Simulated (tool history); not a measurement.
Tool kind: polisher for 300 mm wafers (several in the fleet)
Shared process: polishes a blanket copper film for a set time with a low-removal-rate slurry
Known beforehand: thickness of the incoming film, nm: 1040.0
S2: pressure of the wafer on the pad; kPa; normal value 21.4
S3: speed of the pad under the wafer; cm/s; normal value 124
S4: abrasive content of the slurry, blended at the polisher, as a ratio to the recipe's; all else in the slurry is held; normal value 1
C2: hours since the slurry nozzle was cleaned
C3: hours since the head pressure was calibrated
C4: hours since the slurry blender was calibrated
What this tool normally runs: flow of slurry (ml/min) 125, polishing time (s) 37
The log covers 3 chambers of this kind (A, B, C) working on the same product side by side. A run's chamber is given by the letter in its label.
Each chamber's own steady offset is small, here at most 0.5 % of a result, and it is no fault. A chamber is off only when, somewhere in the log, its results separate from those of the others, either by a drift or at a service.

At hour 1.2: chamber B: worn pad replaced by a new one.
Run 1C, hour 8.5: usual settings; wafers polished on this pad 196; C2 617.3; C3 482.6; C4 27.1. Result: film removed (Å) 1201.8.
Run 2A, hour 13.1: usual settings; wafers polished on this pad 448; C2 263.1; C3 115.9; C4 108.5. Result: film removed (Å) 1162.3.
Run 3B, hour 21.0: usual settings; wafers polished on this pad 185; C2 152.9; C3 408.5; C4 75.0. Result: film removed (Å) 1184.6.
Run 4C, hour 26.0: usual settings; wafers polished on this pad 360; C2 634.8; C3 500.1; C4 44.6. Result: film removed (Å) 1182.7.
Run 5A, hour 31.7: usual settings; wafers polished on this pad 622; C2 281.7; C3 134.5; C4 127.1. Result: film removed (Å) 1171.5.
Run 6B, hour 38.6: usual settings; wafers polished on this pad 350; C2 170.5; C3 426.1; C4 92.6. Result: film removed (Å) 1195.6.
Run 7B, hour 43.4: usual settings; wafers polished on this pad 395; C2 175.3; C3 430.9; C4 97.4. Result: film removed (Å) 1193.9.
Run 8A, hour 48.3: usual settings; wafers polished on this pad 778; C2 298.3; C3 151.1; C4 143.7. Result: film removed (Å) 1173.9.
Run 9C, hour 56.4: usual settings; wafers polished on this pad 645; C2 665.2; C3 530.5; C4 75.0. Result: film removed (Å) 1144.2.
At hour 56.5: chamber B: worn pad replaced by a new one.
Run 10B, hour 62.8: usual settings; wafers polished on this pad 59; C2 194.7; C3 450.3; C4 116.8. Result: film removed (Å) 1200.5.
Run 11C, hour 69.3: usual settings; wafers polished on this pad 766; C2 678.1; C3 543.4; C4 87.9. Result: film removed (Å) 1133.9.
Run 12A, hour 77.3: usual settings; wafers polished on this pad 1049; C2 327.3; C3 180.1; C4 172.7. Result: film removed (Å) 1168.5.
At hour 82.3: chamber C: worn pad replaced by a new one.
Run 13C, hour 84.3: usual settings; wafers polished on this pad 19; C2 693.1; C3 558.4; C4 102.9. Result: film removed (Å) 1116.8.
Run 14B, hour 88.4: usual settings; wafers polished on this pad 299; C2 220.3; C3 475.9; C4 142.4. Result: film removed (Å) 1188.0.
At hour 91.4: chamber A: worn pad replaced by a new one.
Run 15A, hour 93.2: usual settings; wafers polished on this pad 17; C2 343.2; C3 196.0; C4 188.6. Result: film removed (Å) 1163.6.
Run 16C, hour 100.6: usual settings; wafers polished on this pad 172; C2 709.4; C3 574.7; C4 119.2. Result: film removed (Å) 1130.0.
Run 17A, hour 108.9: usual settings; wafers polished on this pad 164; C2 358.9; C3 211.7; C4 204.3. Result: film removed (Å) 1187.8.
At hour 109.5: chamber B: worn pad replaced by a new one.
Run 18B, hour 112.6: usual settings but S3 156 cm/s; wafers polished on this pad 29; C2 244.5; C3 500.1; C4 166.6. Result: film removed (Å) 1485.8.
Run 19C, hour 120.2: usual settings but S3 156 cm/s; wafers polished on this pad 355; C2 729.0; C3 594.3; C4 138.8. Result: film removed (Å) 1381.7.
Run 20A, hour 128.2: usual settings but S3 156 cm/s; wafers polished on this pad 345; C2 378.2; C3 231.0; C4 223.6. Result: film removed (Å) 1440.6.
Run 21B, hour 134.5: usual settings; wafers polished on this pad 234; C2 266.4; C3 522.0; C4 188.5. Result: film removed (Å) 1227.3.
Run 22C, hour 138.4: usual settings; wafers polished on this pad 526; C2 747.2; C3 612.5; C4 157.0. Result: film removed (Å) 1071.5.
Run 23A, hour 146.3: usual settings; wafers polished on this pad 514; C2 396.3; C3 249.1; C4 241.7. Result: film removed (Å) 1193.0.
At hour 147.6: chamber B: slurry nozzle cleaned.
Run 24B, hour 153.8: usual settings; wafers polished on this pad 415; C2 6.2; C3 541.3; C4 207.8. Result: film removed (Å) 1199.2.
At hour 156.6: chamber C: worn pad replaced by a new one.
Run 25B, hour 158.8: usual settings; wafers polished on this pad 462; C2 11.2; C3 546.3; C4 212.8. Result: film removed (Å) 1199.0.
Run 26C, hour 163.9: usual settings but S2 28.3 kPa, S3 148 cm/s; wafers polished on this pad 69; C2 772.7; C3 638.0; C4 182.5. Result: film removed (Å) 1682.5.
At hour 165.4: chamber B: slurry blender recalibrated.
Run 27A, hour 170.7: usual settings but S2 28.3 kPa, S3 148 cm/s; wafers polished on this pad 743; C2 420.7; C3 273.5; C4 266.1. Result: film removed (Å) 1857.1.
At hour 172.2: chamber B: worn pad replaced by a new one.
At hour 173.1: chamber B: head pressure recalibrated.
Run 28B, hour 177.8: usual settings but S2 28.3 kPa, S3 148 cm/s; wafers polished on this pad 52; C2 30.2; C3 4.7; C4 12.4. Result: film removed (Å) 1886.3.
Run 29A, hour 185.1: usual settings; wafers polished on this pad 878; C2 435.1; C3 287.9; C4 280.5. Result: film removed (Å) 1171.8.

For the next run the whole fleet of 3 chambers uses the same settings. Give each chamber's results:
Run 30A, hour 191.3: usual settings but flow of slurry (ml/min) 100. Result: film removed (Å) ?.
Run 30B, hour 191.3: usual settings but flow of slurry (ml/min) 100. Result: film removed (Å) ?.
Run 30C, hour 191.3: usual settings but flow of slurry (ml/min) 100. Result: film removed (Å) ?.

run  film removed (Å)
30A            1103.7
30B            1123.7
30C            1017.1
